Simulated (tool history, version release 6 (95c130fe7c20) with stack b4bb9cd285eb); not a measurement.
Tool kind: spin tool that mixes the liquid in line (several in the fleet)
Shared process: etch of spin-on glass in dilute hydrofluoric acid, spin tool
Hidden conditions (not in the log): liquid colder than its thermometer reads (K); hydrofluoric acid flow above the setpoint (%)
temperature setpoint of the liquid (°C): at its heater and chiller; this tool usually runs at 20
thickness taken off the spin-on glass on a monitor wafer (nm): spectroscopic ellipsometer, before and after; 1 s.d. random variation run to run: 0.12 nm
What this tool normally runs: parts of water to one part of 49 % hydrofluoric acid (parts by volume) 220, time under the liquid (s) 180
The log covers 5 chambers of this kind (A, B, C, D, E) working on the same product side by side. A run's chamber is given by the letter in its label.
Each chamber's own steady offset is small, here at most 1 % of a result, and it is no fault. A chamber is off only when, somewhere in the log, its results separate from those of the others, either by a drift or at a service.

| run | hour | temperature setpoint of the liquid (°C) | parts of water to one part of 49 % hydrofluoric acid (parts by volume) | time under the liquid (s) | hours since the thermometer was replaced | hours since the hydrofluoric acid flow meter was replaced | read-back film thickness of the spin-on glass reference wafer, read on the same gauge (nm) | thickness taken off the spin-on glass on a monitor wafer (nm) |
|---|---|---|---|---|---|---|---|---|
|  | 3.3 | chamber C: thermometer replaced |
| 1E | 7.1 | 20 | 220 | 180 | 844.3 | 491.7 | 150 | 23.847 |
| 2C | 14 | 20 | 220 | 180 | 10.8 | 713.8 | 150 | 24.104 |
| 3B | 19.3 | 20 | 220 | 180 | 679.6 | 24.7 | 149.99 | 23.545 |
| 4A | 24.3 | 20 | 220 | 180 | 964.1 | 683 | 149.97 | 23.669 |
| 5D | 27.7 | 24 | 220 | 180 | 528.1 | 1503.7 | 150 | 27.688 |
| 6C | 34.5 | 24 | 220 | 180 | 31.3 | 734.3 | 150.01 | 28.114 |
| 7E | 38.4 | 24 | 220 | 180 | 875.6 | 523 | 149.98 | 27.39 |
| 8B | 44.5 | 24 | 220 | 180 | 704.8 | 49.9 | 150.01 | 27.516 |
| 9A | 51.3 | 24 | 220 | 180 | 991.1 | 710 | 150.01 | 27.436 |
| 10D | 57.3 | 20 | 220 | 180 | 557.7 | 1533.3 | 150.02 | 23.771 |
| 11E | 60.9 | 20 | 220 | 180 | 898.1 | 545.5 | 149.97 | 23.762 |
| 12B | 66 | 20 | 220 | 180 | 726.3 | 71.4 | 150 | 23.8 |
| 13D | 72.3 | 20 | 220 | 180 | 572.7 | 1548.3 | 149.99 | 23.518 |
| 14A | 79.3 | 20 | 220 | 180 | 1019.1 | 738 | 149.99 | 23.647 |
| 15C | 84.9 | 24 | 220 | 180 | 81.7 | 784.7 | 149.99 | 28.088 |
| 16C | 90.9 | 24 | 220 | 180 | 87.7 | 790.7 | 149.99 | 28.231 |
| 17B | 94.9 | 24 | 220 | 180 | 755.2 | 100.3 | 149.97 | 27.447 |
| 18D | 102.2 | 24 | 220 | 180 | 602.6 | 1578.2 | 150.02 | 27.37 |
|  | 105.3 | chamber D: hydrofluoric acid flow meter replaced |
| 19E | 109.5 | 24 | 220 | 180 | 946.7 | 594.1 | 150.01 | 27.396 |
| 20A | 113.3 | 20 | 220 | 180 | 1053.1 | 772 | 149.96 | 23.454 |
| 21E | 118.9 | 23.5 | 220 | 180 | 956.1 | 603.5 | 150.02 | 26.817 |
| 22C | 126 | 23.5 | 220 | 180 | 122.8 | 825.8 | 149.99 | 27.695 |
| 23D | 133.2 | 23.5 | 220 | 180 | 633.6 | 27.9 | 150.01 | 27.126 |
| 24B | 139.7 | 23.5 | 220 | 180 | 800 | 145.1 | 150 | 27.092 |
| 25A | 146.5 | 23.5 | 220 | 180 | 1086.3 | 805.2 | 149.99 | 26.88 |
| 26D | 153.4 | 20 | 220 | 180 | 653.8 | 48.1 | 149.99 | 23.597 |
| 27C | 157.3 | 20 | 220 | 180 | 154.1 | 857.1 | 149.96 | 24.87 |
| 28E | 162 | 20 | 220 | 180 | 999.2 | 646.6 | 149.99 | 23.672 |
| 29A | 166.1 | 20 | 220 | 180 | 1105.9 | 824.8 | 150 | 23.87 |
| 30B | 171.9 | 20 | 220 | 180 | 832.2 | 177.3 | 150.01 | 23.799 |
| 31D | 177.1 | 20 | 220 | 180 | 677.5 | 71.8 | 150.03 | 23.432 |
| 32E | 184 | 20 | 220 | 180 | 1021.2 | 668.6 | 149.98 | 23.83 |
| 33C | 187.9 | 20 | 220 | 180 | 184.7 | 887.7 | 149.99 | 24.72 |
| 34B | 191.6 | 20 | 220 | 180 | 851.9 | 197 | 149.99 | 23.808 |
| 35A | 198.7 | 20 | 220 | 180 | 1138.5 | 857.4 | 150.01 | 23.971 |
| 36D | 205.4 | 20 | 220 | 180 | 705.8 | 100.1 | 150 | 23.576 |
| 37B | 211.9 | 18 | 300 | 180 | 872.2 | 217.3 | 150 | 15.016 |

Read the log: is a single chamber off, either drifting away or since a service, is the gauge that measures every chamber drifting, or is nothing wrong beyond small per-chamber offsets? Name any odd chamber and what most likely caused it.

It is chamber C that slowly wanders off from its peers.
Cause: hydrofluoric acid flow above the setpoint (%) = 2.98.
The log might look much the same if the cause were instead: liquid hotter than its thermometer reads (K).

Below are 4 candidate recipes for chamber C's next run, each the usual settings with a change, their results shown as question marks. Which of them brings C's results back in line with what the other chambers give on the usual settings?
Counts as in line when no further than this from what the other chambers average on the usual settings: thickness taken off the spin-on glass on a monitor wafer (nm) 0.43
| 38C-1 | 217.1 | 20.5 | 220 | 180 |  |  |  | ? |
| 38C-2 | 217.1 | 20 | 220 | 170 |  |  |  | ? |
| 38C-3 | 217.1 | 19.5 | 220 | 180 |  |  |  | ? |
| 38C-4 | 217.1 | 20 | 215 | 185 |  |  |  | ? |

What the other chambers average on the usual settings: thickness taken off the spin-on glass on a monitor wafer (nm) 23.692
| run | thickness taken off the spin-on glass on a monitor wafer (nm) |
|---|---|
| 38C-1 | 25.385 |
| 38C-2 | 23.53 |
| 38C-3 | 24.45 |
| 38C-4 | 26.314 |
38C-2 is the one that brings the chamber's results back in line with the other chambers.

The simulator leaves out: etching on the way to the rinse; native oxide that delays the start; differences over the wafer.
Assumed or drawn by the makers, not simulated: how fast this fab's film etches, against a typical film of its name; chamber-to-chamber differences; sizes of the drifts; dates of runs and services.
